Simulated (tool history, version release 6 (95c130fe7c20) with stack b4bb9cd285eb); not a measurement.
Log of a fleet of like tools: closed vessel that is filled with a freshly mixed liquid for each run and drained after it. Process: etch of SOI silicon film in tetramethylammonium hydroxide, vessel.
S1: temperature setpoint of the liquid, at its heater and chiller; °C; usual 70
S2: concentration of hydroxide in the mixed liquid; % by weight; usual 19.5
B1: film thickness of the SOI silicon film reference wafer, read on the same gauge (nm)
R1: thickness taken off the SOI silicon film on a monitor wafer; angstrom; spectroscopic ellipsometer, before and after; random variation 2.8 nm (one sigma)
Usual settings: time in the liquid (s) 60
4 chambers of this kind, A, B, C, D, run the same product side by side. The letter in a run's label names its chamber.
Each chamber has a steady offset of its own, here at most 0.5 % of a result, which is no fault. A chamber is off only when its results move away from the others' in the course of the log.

run 1B hour=7.9 | S1=70 S2=19.5 time_in_the_liquid_(s)=60 | B1=59.971 | R1=3315.7
run 2C hour=15 | S1=70 S2=19.5 time_in_the_liquid_(s)=60 | B1=60.029 | R1=3269.7
run 3D hour=19.3 | S1=70 S2=19.5 time_in_the_liquid_(s)=60 | B1=59.985 | R1=3365.5
run 4A hour=25.1 | S1=70 S2=19.5 time_in_the_liquid_(s)=60 | B1=59.971 | R1=3270.6
run 5D hour=31 | S1=70 S2=19.5 time_in_the_liquid_(s)=60 | B1=59.966 | R1=3316.4
run 6B hour=35.1 | S1=70 S2=19.5 time_in_the_liquid_(s)=60 | B1=60.05 | R1=3305.9
run 7A hour=43.7 | S1=70 S2=19.5 time_in_the_liquid_(s)=60 | B1=60.019 | R1=3285.9
run 8C hour=47.6 | S1=70 S2=19.5 time_in_the_liquid_(s)=60 | B1=59.954 | R1=3321.4
run 9A hour=53 | S1=70 S2=19.5 time_in_the_liquid_(s)=60 | B1=59.987 | R1=3376.4
run 10D hour=59 | S1=70 S2=19.5 time_in_the_liquid_(s)=60 | B1=59.989 | R1=3255.1
run 11C hour=66.2 | S1=70 S2=19.5 time_in_the_liquid_(s)=60 | B1=60.009 | R1=3302.3
run 12B hour=74.1 | S1=70 S2=19.5 time_in_the_liquid_(s)=60 | B1=60.021 | R1=3267.4
run 13C hour=81.4 | S1=70 S2=19.5 time_in_the_liquid_(s)=60 | B1=60.007 | R1=3265.7
run 14B hour=86.2 | S1=70 S2=14.5 time_in_the_liquid_(s)=70 | B1=60.019 | R1=4397
run 15D hour=93.6 | S1=70 S2=14.5 time_in_the_liquid_(s)=70 | B1=60.022 | R1=4358
run 16A hour=99 | S1=70 S2=14.5 time_in_the_liquid_(s)=70 | B1=59.99 | R1=4338.3
run 17D hour=107.3 | S1=70 S2=14.5 time_in_the_liquid_(s)=70 | B1=60.007 | R1=4245.2
run 18B hour=115.7 | S1=70 S2=19.5 time_in_the_liquid_(s)=60 | B1=59.991 | R1=3303.6
run 19A hour=119.7 | S1=70 S2=19.5 time_in_the_liquid_(s)=60 | B1=59.999 | R1=3321.9
run 20C hour=128 | S1=76 S2=25 time_in_the_liquid_(s)=60 | B1=60.013 | R1=3786.6
run 21C hour=132.6 | S1=76 S2=25 time_in_the_liquid_(s)=60 | B1=60.035 | R1=3745.2
run 22D hour=141 | S1=76 S2=25 time_in_the_liquid_(s)=60 | B1=60.029 | R1=3816.2
-- hour=144 chamber D: hydroxide flow meter replaced
run 23A hour=145.8 | S1=76 S2=25 time_in_the_liquid_(s)=60 | B1=60.001 | R1=3805.5
run 24B hour=150.5 | S1=70 S2=19.5 time_in_the_liquid_(s)=60 | B1=59.986 | R1=3289
run 25D hour=154.5 | S1=70 S2=19.5 time_in_the_liquid_(s)=60 | B1=60.035 | R1=3330.1
run 26C hour=159.8 | S1=70 S2=19.5 time_in_the_liquid_(s)=80 | B1=59.971 | R1=4459.3
run 27A hour=166.1 | S1=70 S2=19.5 time_in_the_liquid_(s)=80 | B1=59.99 | R1=4434.1
run 28B hour=172.6 | S1=70 S2=19.5 time_in_the_liquid_(s)=80 | B1=60.026 | R1=4429
run 29A hour=181 | S1=70 S2=19.5 time_in_the_liquid_(s)=80 | B1=60.001 | R1=4441
run 30D hour=188.2 | S1=70 S2=19.5 time_in_the_liquid_(s)=60 | B1=60.018 | R1=3299.3
run 31B hour=192.4 | S1=70 S2=19.5 time_in_the_liquid_(s)=60 | B1=60.034 | R1=3322.9
run 32C hour=200.8 | S1=70 S2=19.5 time_in_the_liquid_(s)=60 | B1=59.983 | R1=3319.5
run 33A hour=205 | S1=70 S2=19.5 time_in_the_liquid_(s)=60 | B1=60.056 | R1=3307
run 34B hour=212.5 | S1=70 S2=19.5 time_in_the_liquid_(s)=60 | B1=60.008 | R1=3284.4
run 35C hour=218.6 | S1=70 S2=19.5 time_in_the_liquid_(s)=60 | B1=59.963 | R1=3320.3
run 36D hour=224.4 | S1=64 S2=19.5 time_in_the_liquid_(s)=90 | B1=60.002 | R1=3430.3
-- hour=226.1 chamber C: thermometer replaced
run 37C hour=232.3 | S1=64 S2=19.5 time_in_the_liquid_(s)=90 | B1=60.033 | R1=3461.8
run 38A hour=238.3 | S1=64 S2=19.5 time_in_the_liquid_(s)=90 | B1=60.029 | R1=3497
run 39B hour=244.3 | S1=64 S2=19.5 time_in_the_liquid_(s)=90 | B1=60.006 | R1=3479.8
run 40D hour=250.6 | S1=70 S2=19.5 time_in_the_liquid_(s)=60 | B1=60.017 | R1=3269.5
run 41B hour=256.4 | S1=70 S2=19.5 time_in_the_liquid_(s)=60 | B1=60.003 | R1=3333.9
run 42D hour=261.1 | S1=70 S2=19.5 time_in_the_liquid_(s)=60 | B1=59.984 | R1=3282.9
run 43C hour=268.6 | S1=70 S2=19.5 time_in_the_liquid_(s)=60 | B1=59.989 | R1=3296.1

Is one chamber off against the others, does the gauge drift, or is nothing wrong? If a chamber is off, say which, and what the likeliest cause is.

No chamber stands off beyond its own small offset, and the gauge holds steady.
